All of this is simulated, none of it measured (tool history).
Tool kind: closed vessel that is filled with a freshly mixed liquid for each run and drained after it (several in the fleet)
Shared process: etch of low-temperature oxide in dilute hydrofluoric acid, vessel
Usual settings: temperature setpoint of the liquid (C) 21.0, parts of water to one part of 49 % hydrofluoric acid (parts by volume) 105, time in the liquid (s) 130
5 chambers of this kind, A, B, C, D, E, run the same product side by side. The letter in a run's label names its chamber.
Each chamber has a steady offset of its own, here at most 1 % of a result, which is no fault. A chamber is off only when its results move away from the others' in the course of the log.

run,day,temperature setpoint of the liquid (C),parts of water to one part of 49 % hydrofluoric acid (parts by volume),time in the liquid (s),hours since the thermometer was replaced,hours since the hydrofluoric acid flow meter was replaced,"read-back film thickness of the low-temperature oxide reference wafer, read on the same gauge (nm)",thickness taken off the low-temperature oxide on a monitor wafer (nm)
1D,0.421,21.0,105,130,1579.0,639.8,120.02,29.042
2A,0.829,21.0,105,130,1034.0,93.3,119.99,29.678
3E,1.462,21.0,105,130,1361.3,397.4,120.05,29.546
4C,1.996,21.0,105,130,192.9,597.5,120.01,29.261
5B,2.275,21.0,105,130,116.7,617.6,119.97,29.669
6B,2.650,21.0,105,130,125.7,626.6,119.96,29.542
7E,3.079,17.0,105,100,1400.1,436.2,120.03,19.315
8C,3.483,17.0,105,100,228.6,633.2,119.97,19.199
9D,4.062,17.0,105,100,1666.4,727.2,120.03,18.902
10A,4.458,17.0,105,100,1121.1,180.4,119.97,19.360
11E,5.000,17.0,105,100,1446.2,482.3,119.95,19.089
12C,5.600,21.0,60,70,279.4,684.0,119.96,28.714
13B,6.067,21.0,60,70,207.7,708.6,120.03,29.403
14D,6.383,21.0,60,70,1722.1,782.9,119.99,28.345
15A,6.771,21.0,60,70,1176.6,235.9,120.02,29.468
# day 7.033: chamber D: thermometer replaced
16E,7.421,21.0,60,70,1504.3,540.4,120.00,29.219
17C,7.750,21.0,105,130,331.0,735.6,120.00,29.127
18D,8.104,21.0,105,130,25.8,824.2,120.02,28.845
# day 8.283: chamber A: thermometer replaced
19B,8.521,21.0,105,130,266.6,767.5,120.00,29.526
20A,8.842,21.0,105,130,13.5,285.6,120.03,29.309
21E,9.492,21.0,105,130,1554.0,590.1,120.02,29.465
22D,10.121,21.0,105,130,74.2,872.6,119.99,28.506
23B,10.529,21.0,105,130,314.8,815.7,119.99,29.490
24C,11.175,21.0,105,130,413.2,817.8,120.02,29.384
25A,11.675,21.0,105,130,81.5,353.6,120.00,29.757
26C,12.204,21.0,105,130,437.9,842.5,119.98,29.462
27A,12.821,21.0,105,130,109.0,381.1,119.99,29.473
28D,13.138,21.0,105,130,146.6,945.0,120.00,28.249
29E,13.704,21.0,105,130,1655.1,691.2,120.01,29.574
30B,14.238,21.0,105,130,403.8,904.7,119.98,29.458
31E,14.658,21.0,105,130,1678.0,714.1,119.98,29.404
32B,15.104,21.0,105,130,424.6,925.5,119.99,29.565
33D,15.442,21.0,105,130,201.9,1000.3,120.00,27.936
34A,15.892,22.5,105,130,182.7,454.8,119.99,31.416
35C,16.229,22.5,105,130,534.5,939.1,119.98,31.022
36C,16.533,22.5,105,130,541.8,946.4,119.99,31.378
37E,16.938,22.5,105,130,1732.7,768.8,119.99,31.078
38D,17.412,22.5,105,130,249.2,1047.6,120.02,29.438
39A,17.712,21.0,105,130,226.4,498.5,119.99,29.646
40B,18.221,21.0,105,130,499.4,1000.3,120.02,29.713
41C,18.633,21.0,105,130,592.2,996.8,120.02,29.509

Decide between three cases: one chamber stands off from its peers, the gauge reading all wafers drifts, or nothing is wrong past each chamber's small offset. Where a chamber is off, say which and what most likely put it there.

Little by little, chamber D moves away from the other chambers.
Most likely cause: hydrofluoric acid flow below the setpoint (%) = 4.16.

Which of the 4 candidates below, each the usual settings with something changed and its results left as question marks, puts chamber D back in line with what the other chambers give on the usual settings?
Maximum distance from the other chambers' mean on the usual settings for a result to count as in line: thickness taken off the low-temperature oxide on a monitor wafer (nm) 0.460
42D-1,19.100,20.5,105,130,,,,?
42D-2,19.100,21.0,100,130,,,,?
42D-3,19.100,19.5,105,130,,,,?
42D-4,19.100,21.5,105,130,,,,?

The other chambers' mean on the usual settings: thickness taken off the low-temperature oxide on a monitor wafer (nm) 29.483
run,thickness taken off the low-temperature oxide on a monitor wafer (nm)
42D-1,27.220
42D-2,29.327
42D-3,26.120
42D-4,28.367
With 42D-2, the chamber falls back in line with the rest.

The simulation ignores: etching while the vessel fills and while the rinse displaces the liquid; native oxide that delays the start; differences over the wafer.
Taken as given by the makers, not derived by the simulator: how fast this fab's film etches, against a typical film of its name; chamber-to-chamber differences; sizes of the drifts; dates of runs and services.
